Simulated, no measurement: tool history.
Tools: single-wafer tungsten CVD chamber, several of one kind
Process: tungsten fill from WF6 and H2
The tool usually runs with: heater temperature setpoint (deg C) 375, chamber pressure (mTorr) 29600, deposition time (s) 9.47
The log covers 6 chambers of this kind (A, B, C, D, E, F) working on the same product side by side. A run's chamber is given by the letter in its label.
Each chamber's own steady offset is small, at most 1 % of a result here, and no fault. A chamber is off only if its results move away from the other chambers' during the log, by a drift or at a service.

run	day	heater temperature setpoint (deg C)	chamber pressure (mTorr)	deposition time (s)	hours since the last thermocouple change	hours since the last manometer calibration	read-back reference wafer on the same gauge, thickness_nm	mean film thickness on the monitor wafer (Å)
1B	0.4	375	29600	9.47	2467.9	2710.8	18.899	167.85
2D	0.796	375	29600	9.47	741.8	385.9	18.893	168.75
3E	1.088	375	29600	9.47	1746.6	979.8	18.899	166.22
4F	1.604	375	29600	9.47	565.1	301.5	18.898	166.33
5A	2.108	375	29600	9.47	794.4	1404.9	18.911	167.84
6C	2.5	375	29600	9.47	740.7	522.5	18.896	168.32
7B	2.821	375	29600	8.68	2526	2768.9	18.905	153.49
# day 2.9: chamber B: capacitance manometer re-zeroed and calibrated
8C	3.162	375	29600	8.68	756.6	538.4	18.899	154.4
9A	3.617	375	29600	8.68	830.6	1441.1	18.888	153.11
10E	4.088	375	29600	8.68	1818.6	1051.8	18.891	152.35
11F	4.442	375	29600	8.68	633.2	369.6	18.913	152.28
12D	4.846	375	29600	8.68	839	483.1	18.896	154.46
13A	5.142	375	29600	9.47	867.2	1477.7	18.918	166.88
14B	5.646	375	29600	9.47	2593.8	66	18.894	166.99
15C	6.142	375	29600	9.47	828.1	609.9	18.878	169.29
16F	6.608	375	27100	10.33	685.2	421.6	18.897	173.67
17D	6.975	375	27100	10.33	890.1	534.2	18.897	176.52
18E	7.2	375	27100	10.33	1893.3	1126.5	18.887	174.4
# day 7.321: chamber A: thermocouple changed; heater temperature recalibrated
19F	7.708	375	27100	10.33	711.6	448	18.905	174.12
20A	8.117	375	27100	10.33	19.1	1549.1	18.9	179.5
21B	8.379	375	27100	10.33	2659.4	131.6	18.902	174.67
22D	8.792	375	29600	9.47	933.7	577.8	18.903	168.27
23E	9.062	375	29600	9.47	1938	1171.2	18.91	166.11
24C	9.546	375	29600	9.47	909.8	691.6	18.898	168.41
25A	9.771	375	29600	9.47	58.8	1588.8	18.905	171.56
26C	10.058	375	29600	9.47	922.1	703.9	18.886	168.5
27E	10.562	375	29600	9.47	1974	1207.2	18.902	167.08
28D	11.042	375	29600	9.47	987.7	631.8	18.895	167.35
29F	11.479	375	29600	9.47	802.1	538.5	18.904	167.2
30B	11.942	375	29600	9.47	2744.9	217.1	18.905	166.41
31D	12.45	383	29600	10.67	1021.5	665.6	18.906	221.95
32E	12.821	383	29600	10.67	2028.2	1261.4	18.907	220.71
33F	13.2	383	29600	10.67	843.4	579.8	18.893	222.42
34A	13.592	383	29600	10.67	150.5	1680.5	18.898	228.06
35C	13.946	383	29600	10.67	1015.4	797.2	18.894	225.09
36B	14.383	383	29600	10.67	2803.5	275.7	18.883	221.14

Has any chamber moved away from the others, gradually or after a service, or does the common gauge drift, or do the chambers differ only by their own small steady offsets? State the chamber and the most likely cause if one applies.

Chamber A came out of a service off from its peers and stayed that way.
Cause: wafer temperature above the value expected at the setpoint (K) = 1.17.

Here are 4 candidates for chamber A's next run, each the usual settings with a change, their results left as question marks. Which one brings its results back in line with what the others give on the usual settings?
In-line tolerance around the mean of the other chambers on the usual settings: mean film thickness on the monitor wafer (Å) 1.8
37A-1	14.758	377	29600	9.47				?
37A-2	14.758	373	29600	9.47				?
37A-3	14.758	374	29600	9.47				?
37A-4	14.758	376	29700	9.52				?

Other chambers, usual settings, mean: mean film thickness on the monitor wafer (Å) 167.48
run	mean film thickness on the monitor wafer (Å)
37A-1	178.77
37A-2	164.39
37A-3	167.89
37A-4	176.29
The answer is 37A-3, which returns the chamber to within the allowed miss of the others.
